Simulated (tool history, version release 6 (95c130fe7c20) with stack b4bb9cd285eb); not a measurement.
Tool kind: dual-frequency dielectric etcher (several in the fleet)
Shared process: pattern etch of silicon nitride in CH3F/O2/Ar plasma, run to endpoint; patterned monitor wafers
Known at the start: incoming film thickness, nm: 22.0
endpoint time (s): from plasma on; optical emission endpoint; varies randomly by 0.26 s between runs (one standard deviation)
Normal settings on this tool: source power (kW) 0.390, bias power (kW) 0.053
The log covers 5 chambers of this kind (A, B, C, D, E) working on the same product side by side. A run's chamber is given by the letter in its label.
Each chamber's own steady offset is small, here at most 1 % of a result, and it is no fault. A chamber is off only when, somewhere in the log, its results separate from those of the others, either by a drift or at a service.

run 1A hour=8.4 | source_power_(kW)=0.390 bias_power_(kW)=0.053 | endpoint_time_(s)=35.707
run 2C hour=17.5 | source_power_(kW)=0.390 bias_power_(kW)=0.053 | endpoint_time_(s)=35.754
-- hour=17.7 chamber C: wet clean of the chamber
run 3D hour=28.9 | source_power_(kW)=0.390 bias_power_(kW)=0.053 | endpoint_time_(s)=35.876
run 4B hour=34.7 | source_power_(kW)=0.390 bias_power_(kW)=0.053 | endpoint_time_(s)=35.627
run 5E hour=46.1 | source_power_(kW)=0.390 bias_power_(kW)=0.053 | endpoint_time_(s)=35.537
run 6E hour=57.3 | source_power_(kW)=0.390 bias_power_(kW)=0.053 | endpoint_time_(s)=35.038
run 7D hour=66.2 | source_power_(kW)=0.390 bias_power_(kW)=0.041 | endpoint_time_(s)=38.467
run 8C hour=75.4 | source_power_(kW)=0.390 bias_power_(kW)=0.041 | endpoint_time_(s)=38.306
run 9B hour=81.3 | source_power_(kW)=0.390 bias_power_(kW)=0.041 | endpoint_time_(s)=38.708
run 10A hour=88.5 | source_power_(kW)=0.390 bias_power_(kW)=0.041 | endpoint_time_(s)=38.672
run 11B hour=99.9 | source_power_(kW)=0.390 bias_power_(kW)=0.041 | endpoint_time_(s)=38.327
run 12A hour=106.0 | source_power_(kW)=0.390 bias_power_(kW)=0.053 | endpoint_time_(s)=35.881
run 13C hour=113.5 | source_power_(kW)=0.390 bias_power_(kW)=0.053 | endpoint_time_(s)=35.775
run 14E hour=122.1 | source_power_(kW)=0.390 bias_power_(kW)=0.053 | endpoint_time_(s)=34.926
run 15D hour=129.7 | source_power_(kW)=0.390 bias_power_(kW)=0.053 | endpoint_time_(s)=35.693
run 16C hour=136.7 | source_power_(kW)=0.390 bias_power_(kW)=0.053 | endpoint_time_(s)=35.765
-- hour=141.5 chamber B: source power generator calibrated
run 17B hour=142.7 | source_power_(kW)=0.340 bias_power_(kW)=0.061 | endpoint_time_(s)=35.587
run 18D hour=151.9 | source_power_(kW)=0.340 bias_power_(kW)=0.061 | endpoint_time_(s)=35.303
run 19A hour=160.2 | source_power_(kW)=0.340 bias_power_(kW)=0.061 | endpoint_time_(s)=35.582
run 20E hour=167.0 | source_power_(kW)=0.340 bias_power_(kW)=0.061 | endpoint_time_(s)=35.543
run 21C hour=175.5 | source_power_(kW)=0.340 bias_power_(kW)=0.061 | endpoint_time_(s)=36.323
-- hour=182.3 chamber B: wet clean of the chamber
run 22A hour=187.5 | source_power_(kW)=0.390 bias_power_(kW)=0.053 | endpoint_time_(s)=35.539
run 23D hour=194.2 | source_power_(kW)=0.390 bias_power_(kW)=0.053 | endpoint_time_(s)=35.081
run 24B hour=205.7 | source_power_(kW)=0.390 bias_power_(kW)=0.047 | endpoint_time_(s)=37.028
run 25E hour=215.1 | source_power_(kW)=0.390 bias_power_(kW)=0.047 | endpoint_time_(s)=36.929
run 26E hour=226.1 | source_power_(kW)=0.390 bias_power_(kW)=0.047 | endpoint_time_(s)=36.900
-- hour=226.2 chamber A: wet clean of the chamber
run 27B hour=231.6 | source_power_(kW)=0.390 bias_power_(kW)=0.047 | endpoint_time_(s)=37.076
run 28D hour=243.8 | source_power_(kW)=0.390 bias_power_(kW)=0.047 | endpoint_time_(s)=36.995
run 29A hour=254.1 | source_power_(kW)=0.390 bias_power_(kW)=0.061 | endpoint_time_(s)=34.228
run 30C hour=260.3 | source_power_(kW)=0.390 bias_power_(kW)=0.061 | endpoint_time_(s)=34.590
run 31B hour=268.9 | source_power_(kW)=0.390 bias_power_(kW)=0.061 | endpoint_time_(s)=34.024
run 32A hour=274.7 | source_power_(kW)=0.390 bias_power_(kW)=0.061 | endpoint_time_(s)=34.021
run 33D hour=282.4 | source_power_(kW)=0.390 bias_power_(kW)=0.061 | endpoint_time_(s)=33.666
run 34E hour=294.5 | source_power_(kW)=0.390 bias_power_(kW)=0.053 | endpoint_time_(s)=35.412
run 35C hour=302.8 | source_power_(kW)=0.390 bias_power_(kW)=0.053 | endpoint_time_(s)=35.593
run 36B hour=314.3 | source_power_(kW)=0.390 bias_power_(kW)=0.053 | endpoint_time_(s)=35.891
run 37D hour=323.3 | source_power_(kW)=0.390 bias_power_(kW)=0.053 | endpoint_time_(s)=35.306
run 38C hour=329.9 | source_power_(kW)=0.490 bias_power_(kW)=0.061 | endpoint_time_(s)=31.663
run 39A hour=337.3 | source_power_(kW)=0.490 bias_power_(kW)=0.061 | endpoint_time_(s)=31.214
run 40E hour=349.2 | source_power_(kW)=0.490 bias_power_(kW)=0.061 | endpoint_time_(s)=31.109
run 41D hour=359.3 | source_power_(kW)=0.490 bias_power_(kW)=0.061 | endpoint_time_(s)=30.744
run 42A hour=369.2 | source_power_(kW)=0.490 bias_power_(kW)=0.061 | endpoint_time_(s)=31.085
-- hour=379.8 chamber C: wet clean of the chamber
run 43C hour=380.6 | source_power_(kW)=0.390 bias_power_(kW)=0.063 | endpoint_time_(s)=34.081
run 44E hour=390.0 | source_power_(kW)=0.390 bias_power_(kW)=0.063 | endpoint_time_(s)=33.419

For the next run the whole fleet of 5 chambers uses the same settings. Give each chamber's results:
run 45A hour=398.7 | source_power_(kW)=0.390 bias_power_(kW)=0.053 | endpoint_time_(s)=?
run 45B hour=398.7 | source_power_(kW)=0.390 bias_power_(kW)=0.053 | endpoint_time_(s)=?
run 45C hour=398.7 | source_power_(kW)=0.390 bias_power_(kW)=0.053 | endpoint_time_(s)=?
run 45D hour=398.7 | source_power_(kW)=0.390 bias_power_(kW)=0.053 | endpoint_time_(s)=?
run 45E hour=398.7 | source_power_(kW)=0.390 bias_power_(kW)=0.053 | endpoint_time_(s)=?

run=45A endpoint_time_(s)=35.417
run=45B endpoint_time_(s)=35.879
run=45C endpoint_time_(s)=35.678
run=45D endpoint_time_(s)=34.952
run=45E endpoint_time_(s)=35.501
